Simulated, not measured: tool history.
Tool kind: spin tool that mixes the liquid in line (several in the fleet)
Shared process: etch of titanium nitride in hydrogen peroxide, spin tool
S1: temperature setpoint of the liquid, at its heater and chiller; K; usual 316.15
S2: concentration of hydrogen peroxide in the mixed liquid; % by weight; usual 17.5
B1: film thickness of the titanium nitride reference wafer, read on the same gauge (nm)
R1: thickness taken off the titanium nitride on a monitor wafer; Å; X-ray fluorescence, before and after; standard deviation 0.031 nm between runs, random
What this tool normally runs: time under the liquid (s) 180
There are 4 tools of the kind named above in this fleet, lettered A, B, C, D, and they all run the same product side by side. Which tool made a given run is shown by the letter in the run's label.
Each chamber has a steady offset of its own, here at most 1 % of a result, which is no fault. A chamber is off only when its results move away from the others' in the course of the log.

{"run": "1B", "hour": 8.7, "S1": 316.15, "S2": 17.5, "time under the liquid (s)": 180, "B1": 150, "R1": 33.22}
{"run": "2A", "hour": 17.9, "S1": 316.15, "S2": 17.5, "time under the liquid (s)": 180, "B1": 149.99, "R1": 32.618}
{"run": "3D", "hour": 29.3, "S1": 316.15, "S2": 17.5, "time under the liquid (s)": 180, "B1": 149.98, "R1": 32.58}
{"run": "4C", "hour": 37.2, "S1": 316.15, "S2": 17.5, "time under the liquid (s)": 180, "B1": 149.99, "R1": 31.901}
{"run": "5D", "hour": 47.9, "S1": 316.15, "S2": 17.5, "time under the liquid (s)": 180, "B1": 150.01, "R1": 32.667}
{"run": "6A", "hour": 59.6, "S1": 316.15, "S2": 17.5, "time under the liquid (s)": 180, "B1": 150.01, "R1": 33.05}
{"hour": 59.9, "done": "chamber D: peroxide flow meter replaced"}
{"hour": 69.1, "done": "chamber B: new drum of peroxide connected"}
{"run": "7B", "hour": 69.1, "S1": 316.15, "S2": 17.5, "time under the liquid (s)": 180, "B1": 149.99, "R1": 33.301}
{"hour": 73.5, "done": "chamber A: new drum of peroxide connected"}
{"run": "8C", "hour": 75.0, "S1": 316.15, "S2": 17.5, "time under the liquid (s)": 180, "B1": 149.99, "R1": 31.809}
{"run": "9C", "hour": 84.1, "S1": 316.15, "S2": 17.5, "time under the liquid (s)": 180, "B1": 149.98, "R1": 32.628}
{"run": "10D", "hour": 91.1, "S1": 309.15, "S2": 14, "time under the liquid (s)": 180, "B1": 150.02, "R1": 17.894}
{"run": "11A", "hour": 101.2, "S1": 309.15, "S2": 14, "time under the liquid (s)": 180, "B1": 149.99, "R1": 18.427}
{"run": "12B", "hour": 111.5, "S1": 309.15, "S2": 14, "time under the liquid (s)": 180, "B1": 150.01, "R1": 18.291}
{"run": "13B", "hour": 121.9, "S1": 309.15, "S2": 14, "time under the liquid (s)": 180, "B1": 149.98, "R1": 18.256}
{"run": "14D", "hour": 129.0, "S1": 316.15, "S2": 17.5, "time under the liquid (s)": 180, "B1": 150.01, "R1": 32.714}
{"run": "15A", "hour": 135.8, "S1": 316.15, "S2": 17.5, "time under the liquid (s)": 255, "B1": 150.02, "R1": 46.682}
{"run": "16C", "hour": 145.6, "S1": 316.15, "S2": 17.5, "time under the liquid (s)": 255, "B1": 150.01, "R1": 47.606}
{"run": "17A", "hour": 155.9, "S1": 316.15, "S2": 17.5, "time under the liquid (s)": 255, "B1": 149.99, "R1": 46.42}
{"run": "18D", "hour": 167.0, "S1": 316.15, "S2": 17.5, "time under the liquid (s)": 255, "B1": 149.99, "R1": 45.999}
{"run": "19B", "hour": 173.7, "S1": 316.15, "S2": 17.5, "time under the liquid (s)": 180, "B1": 149.98, "R1": 32.473}
{"run": "20C", "hour": 180.0, "S1": 316.15, "S2": 17.5, "time under the liquid (s)": 180, "B1": 149.98, "R1": 33.949}
{"run": "21B", "hour": 185.5, "S1": 316.15, "S2": 17.5, "time under the liquid (s)": 180, "B1": 150, "R1": 32.57}
{"run": "22C", "hour": 196.1, "S1": 316.15, "S2": 20, "time under the liquid (s)": 180, "B1": 149.99, "R1": 35.613}
{"run": "23D", "hour": 204.7, "S1": 316.15, "S2": 20, "time under the liquid (s)": 180, "B1": 150.02, "R1": 32.885}
{"run": "24A", "hour": 213.9, "S1": 316.15, "S2": 20, "time under the liquid (s)": 180, "B1": 149.99, "R1": 34.024}
{"run": "25B", "hour": 226.0, "S1": 316.15, "S2": 20, "time under the liquid (s)": 180, "B1": 150.02, "R1": 33.468}
{"run": "26C", "hour": 235.0, "S1": 316.15, "S2": 17.5, "time under the liquid (s)": 180, "B1": 149.99, "R1": 34.936}
{"run": "27D", "hour": 242.8, "S1": 316.15, "S2": 17.5, "time under the liquid (s)": 180, "B1": 150.02, "R1": 32.426}
{"run": "28A", "hour": 249.2, "S1": 316.15, "S2": 17.5, "time under the liquid (s)": 180, "B1": 149.99, "R1": 32.612}
{"run": "29D", "hour": 256.0, "S1": 316.15, "S2": 17.5, "time under the liquid (s)": 180, "B1": 150.01, "R1": 31.932}
{"run": "30C", "hour": 265.9, "S1": 311.15, "S2": 17.5, "time under the liquid (s)": 125, "B1": 149.98, "R1": 16.955}

Each of the 4 chambers runs these same settings next. Fill in every chamber's results:
{"run": "31A", "hour": 274.8, "S1": 316.15, "S2": 17.5, "time under the liquid (s)": 180, "R1": "?"}
{"run": "31B", "hour": 274.8, "S1": 316.15, "S2": 17.5, "time under the liquid (s)": 180, "R1": "?"}
{"run": "31C", "hour": 274.8, "S1": 316.15, "S2": 17.5, "time under the liquid (s)": 180, "R1": "?"}
{"run": "31D", "hour": 274.8, "S1": 316.15, "S2": 17.5, "time under the liquid (s)": 180, "R1": "?"}

run=31A R1=33.197
run=31B R1=32.531
run=31C R1=36.121
run=31D R1=32.635
